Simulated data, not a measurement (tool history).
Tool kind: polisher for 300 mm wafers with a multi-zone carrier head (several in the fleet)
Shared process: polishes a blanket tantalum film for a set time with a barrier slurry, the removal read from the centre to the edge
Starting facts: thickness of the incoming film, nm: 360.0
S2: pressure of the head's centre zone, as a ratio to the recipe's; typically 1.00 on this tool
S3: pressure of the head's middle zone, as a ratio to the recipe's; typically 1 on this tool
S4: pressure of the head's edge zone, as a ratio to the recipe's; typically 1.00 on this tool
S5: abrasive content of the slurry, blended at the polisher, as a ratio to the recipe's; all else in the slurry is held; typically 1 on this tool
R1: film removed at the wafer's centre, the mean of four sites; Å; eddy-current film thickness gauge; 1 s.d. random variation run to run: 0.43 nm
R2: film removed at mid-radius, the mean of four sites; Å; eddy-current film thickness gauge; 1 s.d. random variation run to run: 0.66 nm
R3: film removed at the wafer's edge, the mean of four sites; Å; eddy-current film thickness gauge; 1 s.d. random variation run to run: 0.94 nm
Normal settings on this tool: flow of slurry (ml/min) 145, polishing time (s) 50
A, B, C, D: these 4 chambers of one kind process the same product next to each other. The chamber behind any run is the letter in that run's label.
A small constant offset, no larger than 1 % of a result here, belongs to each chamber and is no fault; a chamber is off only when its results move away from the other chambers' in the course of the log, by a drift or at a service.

Run 1D, hour 4.1: usual settings. Result: R1 669.79 Å, R2 663.46 Å, R3 671.54 Å.
Run 2B, hour 10.3: usual settings. Result: R1 667.89 Å, R2 683.99 Å, R3 669.33 Å.
Run 3C, hour 15.0: usual settings. Result: R1 673.06 Å, R2 673.85 Å, R3 660.45 Å.
At hour 19.2: chamber D: worn pad replaced by a new one.
Run 4A, hour 21.9: usual settings. Result: R1 660.06 Å, R2 680.61 Å, R3 659.80 Å.
At hour 25.6: chamber C: worn pad replaced by a new one.
Run 5A, hour 27.5: usual settings. Result: R1 662.45 Å, R2 653.09 Å, R3 678.80 Å.
Run 6D, hour 35.5: usual settings. Result: R1 660.24 Å, R2 669.29 Å, R3 682.72 Å.
At hour 38.8: chamber B: worn pad replaced by a new one.
Run 7C, hour 43.3: usual settings. Result: R1 669.03 Å, R2 670.89 Å, R3 663.71 Å.
Run 8B, hour 47.7: usual settings. Result: R1 663.79 Å, R2 671.30 Å, R3 678.02 Å.
Run 9C, hour 54.2: usual settings. Result: R1 662.47 Å, R2 676.90 Å, R3 676.40 Å.
Run 10B, hour 58.1: usual settings. Result: R1 675.21 Å, R2 669.05 Å, R3 689.90 Å.
Run 11A, hour 65.0: usual settings. Result: R1 665.89 Å, R2 668.46 Å, R3 661.13 Å.
Run 12D, hour 68.8: usual settings. Result: R1 665.36 Å, R2 679.05 Å, R3 656.23 Å.
At hour 76.4: chamber A: slurry nozzle cleaned.
Run 13D, hour 77.4: usual settings. Result: R1 672.12 Å, R2 677.12 Å, R3 670.10 Å.
Run 14B, hour 82.8: usual settings. Result: R1 669.68 Å, R2 667.49 Å, R3 673.82 Å.
At hour 85.1: chamber C: worn pad replaced by a new one.
Run 15C, hour 88.6: usual settings. Result: R1 668.53 Å, R2 676.34 Å, R3 668.98 Å.
Run 16A, hour 96.5: usual settings. Result: R1 653.44 Å, R2 651.89 Å, R3 650.59 Å.
Run 17D, hour 101.4: usual settings. Result: R1 669.68 Å, R2 676.26 Å, R3 665.69 Å.
Run 18B, hour 106.3: usual settings. Result: R1 672.72 Å, R2 672.04 Å, R3 670.66 Å.
At hour 111.6: chamber D: worn pad replaced by a new one.
Run 19A, hour 114.7: usual settings. Result: R1 647.56 Å, R2 656.82 Å, R3 644.80 Å.
Run 20C, hour 123.2: usual settings but flow of slurry (ml/min) 130. Result: R1 658.90 Å, R2 664.84 Å, R3 641.65 Å.
Run 21B, hour 131.6: usual settings but flow of slurry (ml/min) 130. Result: R1 654.23 Å, R2 654.38 Å, R3 668.85 Å.
Run 22D, hour 137.8: usual settings but flow of slurry (ml/min) 130. Result: R1 655.54 Å, R2 649.37 Å, R3 661.54 Å.
Run 23C, hour 143.6: usual settings but flow of slurry (ml/min) 130. Result: R1 660.00 Å, R2 655.92 Å, R3 659.70 Å.
Run 24A, hour 147.7: usual settings. Result: R1 637.36 Å, R2 641.88 Å, R3 647.81 Å.
Run 25B, hour 152.8: usual settings. Result: R1 669.97 Å, R2 683.35 Å, R3 671.47 Å.
At hour 155.8: chamber C: worn pad replaced by a new one.
Run 26A, hour 160.5: usual settings but S4 0.93, polishing time (s) 62. Result: R1 786.72 Å, R2 793.90 Å, R3 758.91 Å.
Run 27D, hour 167.2: usual settings but S4 0.93, polishing time (s) 62. Result: R1 824.90 Å, R2 845.10 Å, R3 789.75 Å.
At hour 172.1: chamber B: worn pad replaced by a new one.
Run 28C, hour 175.1: usual settings but S4 0.93, polishing time (s) 62. Result: R1 829.76 Å, R2 844.99 Å, R3 807.98 Å.
Run 29C, hour 183.3: usual settings but S4 0.93, polishing time (s) 62. Result: R1 830.31 Å, R2 852.88 Å, R3 787.95 Å.
Run 30A, hour 188.2: usual settings. Result: R1 619.02 Å, R2 618.00 Å, R3 625.82 Å.
Run 31D, hour 195.9: usual settings. Result: R1 672.08 Å, R2 672.86 Å, R3 657.87 Å.
Run 32B, hour 201.9: usual settings. Result: R1 678.91 Å, R2 672.19 Å, R3 669.20 Å.
Run 33C, hour 210.6: usual settings. Result: R1 664.61 Å, R2 679.20 Å, R3 671.20 Å.
Run 34B, hour 216.7: usual settings. Result: R1 665.91 Å, R2 673.33 Å, R3 671.14 Å.

All 4 chambers run these settings next. Forecast each chamber's results:
Run 35A, hour 222.9: usual settings but S2 0.91. Result: R1 ?, R2 ?, R3 ?.
Run 35B, hour 222.9: usual settings but S2 0.91. Result: R1 ?, R2 ?, R3 ?.
Run 35C, hour 222.9: usual settings but S2 0.91. Result: R1 ?, R2 ?, R3 ?.
Run 35D, hour 222.9: usual settings but S2 0.91. Result: R1 ?, R2 ?, R3 ?.

run      R1      R2      R3
35A  553.60  621.62  611.73
35B  611.55  679.52  675.60
35C  612.72  661.24  669.63
35D  603.30  677.91  665.52

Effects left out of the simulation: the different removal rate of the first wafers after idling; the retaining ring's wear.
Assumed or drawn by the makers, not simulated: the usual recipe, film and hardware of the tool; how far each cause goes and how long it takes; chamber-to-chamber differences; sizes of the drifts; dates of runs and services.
